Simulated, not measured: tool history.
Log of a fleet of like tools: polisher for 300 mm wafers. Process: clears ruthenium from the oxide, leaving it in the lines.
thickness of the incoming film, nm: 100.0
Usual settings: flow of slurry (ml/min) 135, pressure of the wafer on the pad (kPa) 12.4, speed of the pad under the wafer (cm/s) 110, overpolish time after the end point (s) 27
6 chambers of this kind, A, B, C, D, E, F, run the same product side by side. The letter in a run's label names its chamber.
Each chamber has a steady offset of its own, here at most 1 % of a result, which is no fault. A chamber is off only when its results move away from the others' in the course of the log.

run,hour,flow of slurry (ml/min),pressure of the wafer on the pad (kPa),speed of the pad under the wafer (cm/s),overpolish time after the end point (s),time until the end point was called (s)
# hour 2.8: chamber C: worn pad replaced by a new one
1C,7.6,135,12.4,110,27,92.838
2F,11.9,135,12.4,110,27,88.462
# hour 15.6: chamber A: head pressure recalibrated
3D,18,135,12.4,110,27,89.372
# hour 25.9: chamber E: worn pad replaced by a new one
4E,26.9,135,12.4,110,27,88.808
5B,34.9,135,12.4,110,27,90.238
# hour 36.3: chamber A: slurry nozzle cleaned
6A,42.2,135,12.4,110,27,88.856
# hour 44.2: chamber F: worn pad replaced by a new one
# hour 45.5: chamber E: slurry nozzle cleaned
7D,47.3,135,12.4,110,27,89.741
8C,56.3,135,12.4,110,27,88.087
9B,60.9,135,12.4,110,27,91.564
10A,69.9,135,12.4,110,27,91.023
# hour 71.4: chamber D: worn pad replaced by a new one
11F,78.8,135,12.4,110,27,86.628
# hour 85.8: chamber B: worn pad replaced by a new one
12E,87.5,135,12.4,110,27,88.197
# hour 91.9: chamber B: slurry nozzle cleaned
13B,92,135,12.4,110,27,89.257
14E,97.9,135,8.3,110,27,129.99
# hour 99.7: chamber C: worn pad replaced by a new one
15C,106.3,135,8.3,110,27,135.8
# hour 107: chamber E: worn pad replaced by a new one
16F,110.5,135,8.3,110,27,130.64
17D,116.2,135,8.3,110,27,135.96
18A,121.2,135,8.3,110,27,134.99
19D,125.9,135,8.3,110,27,137.24
20E,135.3,135,12.4,110,27,85.803
21B,141.7,135,12.4,110,27,90.861
22A,151,135,12.4,110,27,89.523
# hour 152.8: chamber F: worn pad replaced by a new one
23F,159.8,135,12.4,110,27,85.667
24C,167.2,135,12.4,110,34,91.841
# hour 171.2: chamber A: worn pad replaced by a new one
# hour 171.5: chamber D: worn pad replaced by a new one
25D,176.4,135,12.4,110,34,92.727
# hour 180.7: chamber C: worn pad replaced by a new one
26A,185.8,135,12.4,110,34,88.547
27F,190,135,12.4,110,34,89.005
28B,196.3,135,12.4,110,34,89.325
29C,200.9,135,12.4,110,34,90.693
# hour 204: chamber D: slurry nozzle cleaned
30E,205.6,135,10.3,86,27,128.97
# hour 205.9: chamber E: worn pad replaced by a new one
# hour 211.1: chamber B: head pressure recalibrated
31A,212.3,135,10.3,86,27,142.3
32E,219,135,10.3,86,27,129.55
# hour 220.5: chamber B: worn pad replaced by a new one
33F,226,135,10.3,86,27,134.65
# hour 230.8: chamber F: slurry nozzle cleaned
34D,234.4,135,10.3,86,27,136.22
35C,239.8,135,10.3,86,27,139.68
36B,246.1,135,12.4,110,27,90.157
37B,252,135,15.2,110,27,74.256
38A,259.3,135,15.2,110,27,73.079
39E,265,135,15.2,110,27,68.245
# hour 266.5: chamber F: worn pad replaced by a new one
# hour 270.6: chamber C: worn pad replaced by a new one
40C,273.5,135,15.2,110,27,73.013
41F,280.4,135,15.2,110,27,72.276
42D,285,135,15.2,110,27,72.879
43B,291.5,135,12.4,76,15,130.14
44C,296.3,135,12.4,76,15,131.05

What goes on in this fleet: one chamber off, a drifting gauge, or nothing beyond the chambers' own small offsets? Name the chamber and the cause, if any.

Chamber E drifts away from the others.
Cause: head's pressure above its setpoint, % = 12.

Here are 4 candidates for chamber E's next run, each the usual settings with a change, their results left as question marks. Which one brings its results back in line with what the others give on the usual settings?
In line means no further than this from the other chambers' mean on the usual settings: time until the end point was called (s) 5.2
45E-1,303.3,135,11.7,104,27,?
45E-2,303.3,135,13.8,124,27,?
45E-3,303.3,140,12.4,122,27,?
45E-4,303.3,130,11,98,27,?

The other chambers' mean on the usual settings: time until the end point was called (s) 89.982
run,time until the end point was called (s)
45E-1,89.189
45E-2,63.27
45E-3,71.095
45E-4,101.49
45E-1 brings the chamber back in line.
